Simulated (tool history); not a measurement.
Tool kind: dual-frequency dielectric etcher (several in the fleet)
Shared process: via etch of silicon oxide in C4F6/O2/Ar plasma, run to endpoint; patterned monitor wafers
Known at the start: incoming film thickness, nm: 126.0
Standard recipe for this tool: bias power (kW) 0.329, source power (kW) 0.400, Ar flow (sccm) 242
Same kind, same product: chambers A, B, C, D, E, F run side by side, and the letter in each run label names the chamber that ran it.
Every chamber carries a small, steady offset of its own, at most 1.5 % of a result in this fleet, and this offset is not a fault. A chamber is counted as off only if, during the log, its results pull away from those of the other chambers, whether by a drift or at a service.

run	hour	bias power (kW)	source power (kW)	Ar flow (sccm)	hours since the last wet clean	hours since the last bias power generator calibration	hours since the last source power generator calibration	hours since the last Ar flow controller change	endpoint time (s)
1D	6.6	0.329	0.400	242	467.6	963.4	1131.5	1680.4	32.122
2E	12.6	0.329	0.400	242	467.1	217.9	901.7	1849.6	31.810
3C	20.9	0.329	0.400	242	245.6	2392.5	1730.1	604.3	31.435
4A	26.1	0.329	0.400	242	120.9	3487.8	3086.2	2545.0	31.608
5F	34.8	0.329	0.400	242	49.7	1414.2	2730.0	713.4	31.719
6B	41.3	0.329	0.400	242	389.5	1136.6	2469.5	2019.1	31.442
7B	47.0	0.329	0.400	242	395.2	1142.3	2475.2	2024.8	31.562
8D	57.1	0.329	0.400	242	518.1	1013.9	1182.0	1730.9	31.761
9E	64.6	0.329	0.400	242	519.1	269.9	953.7	1901.6	31.803
10C	72.8	0.329	0.400	242	297.5	2444.4	1782.0	656.2	31.215
11F	79.3	0.329	0.400	242	94.2	1458.7	2774.5	757.9	31.564
12A	86.0	0.329	0.400	242	180.8	3547.7	3146.1	2604.9	31.673
13D	95.9	0.329	0.400	242	556.9	1052.7	1220.8	1769.7	31.894
# hour 103.1: chamber E: wet clean of the chamber
14F	104.4	0.329	0.340	242	119.3	1483.8	2799.6	783.0	33.549
15E	112.9	0.329	0.340	242	9.8	318.2	1002.0	1949.9	33.583
16A	122.6	0.329	0.340	242	217.4	3584.3	3182.7	2641.5	33.840
# hour 128.4: chamber B: wet clean of the chamber
17B	129.8	0.329	0.340	242	1.5	1225.1	2558.0	2107.6	31.977
18C	138.3	0.329	0.340	242	363.0	2509.9	1847.5	721.7	33.341
19B	147.1	0.329	0.340	242	18.8	1242.4	2575.3	2124.9	32.020
# hour 151.9: chamber C: wet clean of the chamber
20F	156.2	0.329	0.400	242	171.1	1535.6	2851.4	834.8	31.558
21A	160.9	0.329	0.400	242	255.7	3622.6	3221.0	2679.8	31.483
22D	166.5	0.357	0.400	190	627.5	1123.3	1291.4	1840.3	29.856
23E	171.8	0.357	0.400	190	68.7	377.1	1060.9	2008.8	30.156
# hour 180.6: chamber D: wet clean of the chamber
24C	182.3	0.357	0.400	190	30.4	2553.9	1891.5	765.7	29.742
25D	190.1	0.357	0.400	190	9.5	1146.9	1315.0	1863.9	30.157
26F	195.0	0.357	0.400	190	209.9	1574.4	2890.2	873.6	30.061
27E	199.7	0.357	0.400	190	96.6	405.0	1088.8	2036.7	29.966
28A	207.2	0.329	0.400	242	302.0	3668.9	3267.3	2726.1	31.679
# hour 215.9: chamber B: Ar flow controller replaced
29B	217.3	0.329	0.400	242	89.0	1312.6	2645.5	1.5	29.994
30C	227.2	0.329	0.400	242	75.3	2598.8	1936.4	810.6	31.606
31B	233.1	0.369	0.400	211	104.8	1328.4	2661.3	17.3	28.335
32F	242.2	0.369	0.400	211	257.1	1621.6	2937.4	920.8	30.023
33A	248.7	0.369	0.400	211	343.5	3710.4	3308.8	2767.6	29.925
34E	258.2	0.369	0.400	211	155.1	463.5	1147.3	2095.2	30.077
# hour 263.4: chamber A: source power generator calibrated
35C	267.6	0.369	0.400	211	115.7	2639.2	1976.8	851.0	29.677
36D	272.9	0.369	0.400	211	92.3	1229.7	1397.8	1946.7	30.313
37A	281.7	0.329	0.400	242	376.5	3743.4	18.4	2800.6	31.636
38B	290.1	0.329	0.400	242	161.8	1385.4	2718.3	74.3	30.033

Is one chamber off against the others, does the gauge drift, or is nothing wrong? If a chamber is off, say which, and what the likeliest cause is.

After it was serviced, chamber B no longer matches the other chambers.
Cause: etch rate over this chamber's usual, % = 5.13.

Which of the 4 candidates below, each the usual settings with something changed and its results left as question marks, puts chamber B back in line with what the other chambers give on the usual settings?
Counts as in line when no further than this from what the other chambers average on the usual settings: endpoint time (s) 0.410
39B-1	297.9	0.329	0.430	242					?
39B-2	297.9	0.282	0.400	253					?
39B-3	297.9	0.318	0.390	244					?
39B-4	297.9	0.329	0.460	242					?

On the usual settings, the other chambers give on average: endpoint time (s) 31.661
run	endpoint time (s)
39B-1	29.109
39B-2	31.719
39B-3	30.607
39B-4	28.367
The right change is 39B-2: it brings the chamber back within the allowed miss of the others.
